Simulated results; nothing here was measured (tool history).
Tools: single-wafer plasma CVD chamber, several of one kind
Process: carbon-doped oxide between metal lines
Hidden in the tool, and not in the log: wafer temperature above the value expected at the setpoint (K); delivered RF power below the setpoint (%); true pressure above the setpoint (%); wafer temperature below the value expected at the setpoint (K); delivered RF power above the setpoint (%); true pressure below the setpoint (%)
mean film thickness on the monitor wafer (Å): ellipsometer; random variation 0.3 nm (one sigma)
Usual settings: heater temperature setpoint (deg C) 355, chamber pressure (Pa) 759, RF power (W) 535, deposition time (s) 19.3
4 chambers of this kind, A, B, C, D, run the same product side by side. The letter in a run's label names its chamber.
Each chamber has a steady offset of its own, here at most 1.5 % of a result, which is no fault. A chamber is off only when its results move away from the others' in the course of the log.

| run | hour | heater temperature setpoint (deg C) | chamber pressure (Pa) | RF power (W) | deposition time (s) | hours since the last thermocouple change | hours since the last RF generator calibration | hours since the last manometer calibration | read-back reference wafer on the same gauge, thickness_nm | mean film thickness on the monitor wafer (Å) |
|---|---|---|---|---|---|---|---|---|---|---|
| 1A | 7.5 | 355 | 759 | 535 | 19.3 | 658.9 | 475.6 | 627.8 | 117.97 | 1047.00 |
| 2B | 13.4 | 355 | 759 | 535 | 19.3 | 1431.2 | 1693.4 | 313.1 | 117.98 | 1030.00 |
| 3D | 16.7 | 355 | 759 | 535 | 19.3 | 487.8 | 786.8 | 279.7 | 118.11 | 1039.30 |
| 4C | 22.3 | 355 | 759 | 535 | 19.3 | 2341.1 | 675.8 | 1072.1 | 118.00 | 1035.30 |
| 5A | 25.9 | 355 | 759 | 535 | 19.3 | 677.3 | 494.0 | 646.2 | 118.04 | 1043.40 |
| 6B | 32.8 | 355 | 759 | 535 | 19.3 | 1450.6 | 1712.8 | 332.5 | 117.97 | 1027.00 |
| 7C | 36.4 | 355 | 759 | 535 | 19.3 | 2355.2 | 689.9 | 1086.2 | 117.97 | 1034.90 |
| 8D | 39.7 | 348 | 577 | 535 | 19.3 | 510.8 | 809.8 | 302.7 | 118.00 | 1025.50 |
| 9C | 46.1 | 348 | 577 | 535 | 19.3 | 2364.9 | 699.6 | 1095.9 | 118.11 | 1016.70 |
| 10A | 53.8 | 348 | 577 | 535 | 19.3 | 705.2 | 521.9 | 674.1 | 118.06 | 1032.80 |
| 11B | 59.6 | 348 | 577 | 535 | 19.3 | 1477.4 | 1739.6 | 359.3 | 118.00 | 1016.90 |
| 12D | 66.5 | 355 | 759 | 535 | 19.3 | 537.6 | 836.6 | 329.5 | 118.09 | 1036.70 |
| 13C | 72.3 | 355 | 759 | 535 | 15.8 | 2391.1 | 725.8 | 1122.1 | 118.06 | 850.18 |
| 14D | 76.7 | 355 | 759 | 535 | 15.8 | 547.8 | 846.8 | 339.7 | 118.00 | 854.18 |
| 15A | 81.2 | 355 | 759 | 535 | 15.8 | 732.6 | 549.3 | 701.5 | 118.01 | 854.09 |
| 16B | 85.1 | 355 | 759 | 535 | 15.8 | 1502.9 | 1765.1 | 384.8 | 118.05 | 848.87 |
| 17D | 89.3 | 369 | 759 | 535 | 19.3 | 560.4 | 859.4 | 352.3 | 118.03 | 1003.10 |
| 18C | 96.5 | 369 | 759 | 535 | 19.3 | 2415.3 | 750.0 | 1146.3 | 118.06 | 998.22 |
| 19B | 102.3 | 369 | 759 | 535 | 19.3 | 1520.1 | 1782.3 | 402.0 | 117.97 | 989.94 |
| 20A | 106.5 | 369 | 759 | 535 | 19.3 | 757.9 | 574.6 | 726.8 | 118.00 | 1005.10 |
| 21B | 112.5 | 355 | 759 | 535 | 19.3 | 1530.3 | 1792.5 | 412.2 | 117.93 | 1030.10 |
| 22D | 119.5 | 355 | 759 | 535 | 19.3 | 590.6 | 889.6 | 382.5 | 117.96 | 1041.40 |
| 23A | 127.0 | 355 | 759 | 535 | 19.3 | 778.4 | 595.1 | 747.3 | 118.02 | 1045.60 |
| 24C | 133.0 | 355 | 759 | 535 | 19.3 | 2451.8 | 786.5 | 1182.8 | 118.05 | 1034.80 |
| 25B | 138.0 | 355 | 759 | 535 | 19.3 | 1555.8 | 1818.0 | 437.7 | 117.98 | 1030.80 |
| 26C | 144.7 | 355 | 759 | 535 | 19.3 | 2463.5 | 798.2 | 1194.5 | 118.01 | 1038.30 |
| 27D | 149.2 | 355 | 759 | 535 | 19.3 | 620.3 | 919.3 | 412.2 | 117.90 | 1040.10 |
| 28A | 154.5 | 355 | 759 | 535 | 19.3 | 805.9 | 622.6 | 774.8 | 118.07 | 1038.50 |
| 29B | 161.6 | 355 | 759 | 535 | 19.3 | 1579.4 | 1841.6 | 461.3 | 118.01 | 1023.00 |
| 30D | 169.1 | 355 | 759 | 535 | 19.3 | 640.2 | 939.2 | 432.1 | 117.98 | 1041.70 |
| 31C | 175.6 | 355 | 759 | 615 | 19.3 | 2494.4 | 829.1 | 1225.4 | 117.98 | 1124.90 |
| 32A | 182.1 | 355 | 759 | 615 | 19.3 | 833.5 | 650.2 | 802.4 | 118.04 | 1143.00 |
| 33C | 188.4 | 355 | 759 | 615 | 19.3 | 2507.2 | 841.9 | 1238.2 | 117.97 | 1124.80 |

Next, every chamber runs the same settings. What will each give?
| 34A | 193.9 | 355 | 759 | 535 | 19.3 |  |  |  |  | ? |
| 34B | 193.9 | 355 | 759 | 535 | 19.3 |  |  |  |  | ? |
| 34C | 193.9 | 355 | 759 | 535 | 19.3 |  |  |  |  | ? |
| 34D | 193.9 | 355 | 759 | 535 | 19.3 |  |  |  |  | ? |

| run | mean film thickness on the monitor wafer (Å) |
|---|---|
| 34A | 1040.30 |
| 34B | 1028.00 |
| 34C | 1034.90 |
| 34D | 1040.40 |
